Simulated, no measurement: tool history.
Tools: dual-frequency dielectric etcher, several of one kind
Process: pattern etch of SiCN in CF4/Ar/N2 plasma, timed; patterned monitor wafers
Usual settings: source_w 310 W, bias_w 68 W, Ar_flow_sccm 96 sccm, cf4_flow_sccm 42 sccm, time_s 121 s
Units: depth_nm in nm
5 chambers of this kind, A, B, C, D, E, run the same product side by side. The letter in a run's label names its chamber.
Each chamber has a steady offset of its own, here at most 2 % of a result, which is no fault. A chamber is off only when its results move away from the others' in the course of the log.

run,hour,source_w,bias_w,Ar_flow_sccm,cf4_flow_sccm,time_s,hours since the last wet clean,hours since the last source power generator calibration,hours since the last bias power generator calibration,hours since the last Ar flow controller change,hours since the last CF4 flow controller change,"read-back reference wafer on the same gauge, depth_nm",depth_nm
1E,5.4,310,68,96,42,121,417.4,4144.8,650.1,340.7,3610.8,79.575,68.140
2A,10.0,310,68,96,42,121,235.7,1515.3,2756.9,2202.2,2601.6,79.614,67.988
3D,17.5,310,68,96,42,121,459.0,3093.1,3174.0,1461.8,1643.3,79.587,68.937
4C,24.6,310,68,96,42,121,34.7,1995.8,2599.1,2632.6,2083.3,79.602,67.502
5B,32.2,310,68,96,42,121,92.9,1371.3,3493.4,1505.7,1789.8,79.560,68.725
6B,38.7,310,68,96,42,121,99.4,1377.8,3499.9,1512.2,1796.3,79.613,68.725
7D,47.4,310,68,96,42,121,488.9,3123.0,3203.9,1491.7,1673.2,79.579,68.539
8E,53.4,310,68,96,42,121,465.4,4192.8,698.1,388.7,3658.8,79.644,68.531
9C,61.3,310,68,96,42,121,71.4,2032.5,2635.8,2669.3,2120.0,79.598,67.937
10A,69.8,310,68,96,42,121,295.5,1575.1,2816.7,2262.0,2661.4,79.616,67.262
11C,75.7,310,68,96,42,121,85.8,2046.9,2650.2,2683.7,2134.4,79.587,67.601
# hour 78.6: chamber E: wet clean of the chamber
12B,81.7,310,75,96,42,137,142.4,1420.8,3542.9,1555.2,1839.3,79.602,81.265
# hour 86.9: chamber D: bias power generator calibrated
13A,90.2,310,75,96,42,137,315.9,1595.5,2837.1,2282.4,2681.8,79.609,79.526
# hour 92.4: chamber A: Ar flow controller replaced
14E,95.7,310,75,96,42,137,17.1,4235.1,740.4,431.0,3701.1,79.643,80.140
15D,100.4,310,75,96,42,137,541.9,3176.0,13.5,1544.7,1726.2,79.560,82.269
16B,106.6,310,75,96,42,137,167.3,1445.7,3567.8,1580.1,1864.2,79.622,80.768
17C,114.8,310,68,96,42,121,124.9,2086.0,2689.3,2722.8,2173.5,79.673,67.523
# hour 120.1: chamber D: wet clean of the chamber
18D,122.8,310,68,96,42,121,2.7,3198.4,35.9,1567.1,1748.6,79.570,70.010
19A,127.8,310,68,96,42,121,353.5,1633.1,2874.7,35.5,2719.4,79.554,67.573
20E,135.7,310,68,96,42,121,57.1,4275.1,780.4,471.0,3741.1,79.564,68.244
21E,140.5,310,68,96,42,121,61.9,4279.9,785.2,475.8,3745.9,79.671,67.919
22B,149.0,310,68,96,42,121,209.7,1488.1,3610.2,1622.5,1906.6,79.605,68.771
23A,155.1,340,68,96,42,121,380.8,1660.4,2902.0,62.8,2746.7,79.583,73.355
24C,161.7,340,68,96,42,121,171.8,2132.9,2736.2,2769.7,2220.4,79.614,73.289
25D,166.7,340,68,96,42,121,46.6,3242.3,79.8,1611.0,1792.5,79.615,75.493
26D,172.9,340,68,96,42,121,52.8,3248.5,86.0,1617.2,1798.7,79.605,75.792
27C,179.2,340,68,96,42,121,189.3,2150.4,2753.7,2787.2,2237.9,79.573,73.280
28A,186.0,310,68,96,42,121,411.7,1691.3,2932.9,93.7,2777.6,79.571,67.706
29B,192.8,310,68,96,42,121,253.5,1531.9,3654.0,1666.3,1950.4,79.554,69.182
30E,200.4,310,68,96,42,121,121.8,4339.8,845.1,535.7,3805.8,79.583,68.405
31D,206.5,310,83,119,42,121,86.4,3282.1,119.6,1650.8,1832.3,79.615,73.103
32E,211.6,310,83,119,42,121,133.0,4351.0,856.3,546.9,3817.0,79.541,71.612

Next, every chamber runs the same settings. What will each give?
33A,218.2,310,68,80,42,121,,,,,,,?
33B,218.2,310,68,80,42,121,,,,,,,?
33C,218.2,310,68,80,42,121,,,,,,,?
33D,218.2,310,68,80,42,121,,,,,,,?
33E,218.2,310,68,80,42,121,,,,,,,?

run,depth_nm
33A,69.426
33B,70.683
33C,69.542
33D,72.429
33E,70.110
